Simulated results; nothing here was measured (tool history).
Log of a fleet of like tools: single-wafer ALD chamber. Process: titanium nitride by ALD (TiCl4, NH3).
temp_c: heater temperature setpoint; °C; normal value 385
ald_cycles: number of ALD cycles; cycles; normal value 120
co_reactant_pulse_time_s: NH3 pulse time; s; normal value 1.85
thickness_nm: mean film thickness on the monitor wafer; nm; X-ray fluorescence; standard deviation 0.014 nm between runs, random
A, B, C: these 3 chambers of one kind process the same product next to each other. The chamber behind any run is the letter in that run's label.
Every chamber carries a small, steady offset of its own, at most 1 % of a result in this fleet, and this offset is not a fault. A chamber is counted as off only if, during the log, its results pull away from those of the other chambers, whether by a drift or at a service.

| run | hour | temp_c | ald_cycles | co_reactant_pulse_time_s | hours since the last thermocouple change | read-back reference wafer on the same gauge, thickness_nm | thickness_nm |
|---|---|---|---|---|---|---|---|
| 1A | 11.6 | 385 | 120 | 1.85 | 279.5 | 2.6388 | 2.5907 |
| 2C | 24.7 | 385 | 120 | 1.85 | 1127.4 | 2.6445 | 2.6119 |
| 3B | 31.9 | 385 | 120 | 1.85 | 312.9 | 2.6410 | 2.6136 |
| 4B | 43.2 | 385 | 120 | 1.85 | 324.2 | 2.6383 | 2.6158 |
| 5A | 56.4 | 385 | 120 | 1.85 | 324.3 | 2.6399 | 2.6021 |
| 6C | 63.7 | 385 | 120 | 1.85 | 1166.4 | 2.6391 | 2.6395 |
| 7B | 75.4 | 385 | 120 | 1.85 | 356.4 | 2.6388 | 2.6191 |
| 8C | 89.6 | 385 | 120 | 1.85 | 1192.3 | 2.6393 | 2.6124 |
| 9A | 100.3 | 385 | 120 | 1.85 | 368.2 | 2.6383 | 2.6383 |
| 10C | 110.7 | 385 | 120 | 1.85 | 1213.4 | 2.6426 | 2.6308 |
| 11A | 124.7 | 378 | 120 | 2.38 | 392.6 | 2.6374 | 2.6431 |
| 12B | 137.3 | 378 | 120 | 2.38 | 418.3 | 2.6393 | 2.6244 |
| 13B | 146.9 | 378 | 120 | 2.38 | 427.9 | 2.6433 | 2.5951 |
| 14C | 159.8 | 385 | 120 | 1.85 | 1262.5 | 2.6403 | 2.5997 |
| 15A | 170.4 | 385 | 120 | 1.85 | 438.3 | 2.6406 | 2.6067 |
| 16B | 177.6 | 385 | 120 | 1.37 | 458.6 | 2.6401 | 2.5720 |
| 17C | 191.6 | 385 | 120 | 1.37 | 1294.3 | 2.6394 | 2.5861 |
| 18A | 199.9 | 385 | 120 | 1.37 | 467.8 | 2.6421 | 2.5733 |
| 19A | 214.6 | 373 | 131 | 1.85 | 482.5 | 2.6426 | 2.7787 |
| 20C | 228.1 | 373 | 131 | 1.85 | 1330.8 | 2.6425 | 2.8376 |
| 21B | 241.4 | 373 | 131 | 1.85 | 522.4 | 2.6415 | 2.8175 |
| 22A | 255.8 | 385 | 120 | 1.85 | 523.7 | 2.6374 | 2.6094 |
| 23C | 269.2 | 385 | 120 | 1.85 | 1371.9 | 2.6385 | 2.6176 |
| 24B | 280.4 | 385 | 101 | 1.85 | 561.4 | 2.6348 | 2.1671 |
| 25B | 289.8 | 385 | 101 | 1.85 | 570.8 | 2.6403 | 2.2050 |
| 26C | 297.2 | 385 | 101 | 1.85 | 1399.9 | 2.6421 | 2.2078 |
| 27A | 308.9 | 385 | 120 | 1.85 | 576.8 | 2.6390 | 2.6429 |
| 28C | 318.8 | 385 | 120 | 1.85 | 1421.5 | 2.6403 | 2.5985 |
| 29B | 333.8 | 385 | 120 | 1.85 | 614.8 | 2.6388 | 2.5874 |
| 30A | 342.8 | 385 | 120 | 1.85 | 610.7 | 2.6437 | 2.6054 |
| 31B | 355.5 | 385 | 120 | 1.85 | 636.5 | 2.6388 | 2.6020 |
| 32C | 364.2 | 373 | 120 | 2.54 | 1466.9 | 2.6367 | 2.6308 |
| 33A | 372.4 | 373 | 120 | 2.54 | 640.3 | 2.6442 | 2.6343 |
| 34B | 380.2 | 373 | 120 | 2.54 | 661.2 | 2.6386 | 2.6530 |
| 35C | 393.4 | 385 | 120 | 1.85 | 1496.1 | 2.6366 | 2.6304 |

The same settings go to every chamber for the next run, one line per chamber below. Forecast the results for each:
| 36A | 405.0 | 385 | 120 | 1.85 |  |  | ? |
| 36B | 405.0 | 385 | 120 | 1.85 |  |  | ? |
| 36C | 405.0 | 385 | 120 | 1.85 |  |  | ? |

| run | thickness_nm |
|---|---|
| 36A | 2.6132 |
| 36B | 2.6030 |
| 36C | 2.6317 |

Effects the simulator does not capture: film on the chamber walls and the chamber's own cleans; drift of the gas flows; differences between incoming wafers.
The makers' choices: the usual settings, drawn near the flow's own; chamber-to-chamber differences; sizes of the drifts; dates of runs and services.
